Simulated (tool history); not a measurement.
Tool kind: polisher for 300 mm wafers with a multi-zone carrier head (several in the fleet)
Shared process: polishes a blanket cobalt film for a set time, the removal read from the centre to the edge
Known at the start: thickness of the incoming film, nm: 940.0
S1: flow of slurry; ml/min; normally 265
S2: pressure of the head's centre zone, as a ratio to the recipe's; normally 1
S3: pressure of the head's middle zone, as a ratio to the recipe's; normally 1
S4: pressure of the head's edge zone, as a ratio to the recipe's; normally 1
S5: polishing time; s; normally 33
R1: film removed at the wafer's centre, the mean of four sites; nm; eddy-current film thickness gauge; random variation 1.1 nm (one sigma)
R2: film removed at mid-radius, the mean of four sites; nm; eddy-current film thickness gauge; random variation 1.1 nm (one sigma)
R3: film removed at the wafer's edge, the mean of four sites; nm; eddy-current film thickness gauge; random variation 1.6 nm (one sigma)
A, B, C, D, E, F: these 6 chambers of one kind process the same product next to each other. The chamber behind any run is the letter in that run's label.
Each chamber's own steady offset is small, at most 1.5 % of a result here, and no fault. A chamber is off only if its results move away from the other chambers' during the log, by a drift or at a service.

run,hour,S1,S2,S3,S4,S5,R1,R2,R3
1B,5.7,265,1,1,1,33,113.26,112.68,112.89
2C,8.8,265,1,1,1,33,115.91,114.71,113.93
3D,13.8,265,1,1,1,33,112.39,115.24,112.86
4E,19.9,265,1,1,1,33,112.33,114.92,111.8
# hour 22.7: chamber A: worn pad replaced by a new one
5F,24.7,265,1,1,1,33,114.2,114.06,113.36
6A,29.5,265,1,1.06,1,33,111.68,120.79,115.55
# hour 30.2: chamber E: slurry nozzle cleaned
7D,32.4,265,1,1.06,1,33,111.79,120.18,113.72
# hour 33.3: chamber C: worn pad replaced by a new one
# hour 33.7: chamber E: worn pad replaced by a new one
8E,35.8,265,1,1.06,1,33,111.81,120.75,114.83
9C,40.6,265,1,1.06,1,33,113.73,120.47,112.78
# hour 44.5: chamber B: worn pad replaced by a new one
10F,45.8,265,1,1.06,1,33,112.76,120.66,112.68
# hour 48.6: chamber F: worn pad replaced by a new one
11A,49.8,265,1,1.06,1,33,112.04,117.26,115.9
12B,54.5,265,1,1.07,1,33,113.15,122.39,114.27
13C,57.3,265,1,1.07,1,33,116.06,118.22,114.83
14A,60.4,265,1,1.07,1,33,111.92,121.99,116.15
15F,64.6,265,1,1.07,1,33,114.5,122.06,113.5
# hour 68.8: chamber C: worn pad replaced by a new one
16E,70.1,265,1,1.07,1,33,113.07,121.83,110.01
17D,75,265,1,1.07,1,33,112.86,121,112.44
# hour 78.3: chamber E: edge zone pressure recalibrated
18B,80.9,265,1,1,1,33,115.25,113.98,111.49
19D,85.8,265,1,1,1,33,111.47,112.95,110.42
20E,92,210,1,1,1,33,110.02,110.64,112.67
# hour 95.6: chamber B: worn pad replaced by a new one
21F,96.9,210,1,1,1,33,112.46,111.37,112.57
# hour 97.2: chamber A: worn pad replaced by a new one
22A,100.6,210,1,1,1,33,109.51,108.63,113.9
# hour 101.6: chamber F: worn pad replaced by a new one
23B,106.4,210,1,1,1,33,109.35,111.2,110.57
24C,110.6,210,1,1,1,33,111.19,111.16,110.25
# hour 110.9: chamber C: worn pad replaced by a new one
# hour 113.2: chamber E: worn pad replaced by a new one
25A,115.8,210,1,1,1,33,107.91,110.12,111.95
26F,119.1,265,1,1,1,33,113.85,115.59,113.98
27E,123.2,175,1,1,0.88,33,105.84,108.21,104.18
# hour 123.4: chamber B: centre zone pressure recalibrated
28D,126,175,1,1,0.88,33,101.52,100.8,95.803
29B,129.6,175,1,1,0.88,33,105.65,108.78,101.1
30C,133.8,175,1,1,0.88,33,106.06,107.9,104.81
# hour 138.3: chamber C: slurry nozzle cleaned
31E,140,175,1,1,0.88,33,106.53,109.02,104.18
# hour 143.9: chamber C: worn pad replaced by a new one
32A,144.7,175,1,1,0.88,33,105.5,105.7,103.17
33C,150.3,265,1.07,1,1.06,33,121.65,115.5,116.19
# hour 153.8: chamber F: worn pad replaced by a new one
# hour 154.7: chamber B: worn pad replaced by a new one
34B,154.9,265,1.07,1,1.06,33,120.91,112.41,117.08
35F,158,265,1.07,1,1.06,33,122.93,114.58,117.37
36D,162.7,265,1.07,1,1.06,33,112.22,101.94,103.96

The same settings go to every chamber for the next run, one line per chamber below. Forecast the results for each:
37A,167.1,265,1,1,0.93,33,?,?,?
37B,167.1,265,1,1,0.93,33,?,?,?
37C,167.1,265,1,1,0.93,33,?,?,?
37D,167.1,265,1,1,0.93,33,?,?,?
37E,167.1,265,1,1,0.93,33,?,?,?
37F,167.1,265,1,1,0.93,33,?,?,?

run,R1,R2,R3
37A,114.67,113.17,112.6
37B,114.89,113.92,109.71
37C,114.76,114.7,110.13
37D,103.39,102.94,97.342
37E,114.49,114.06,109.6
37F,112.33,115.65,109.45
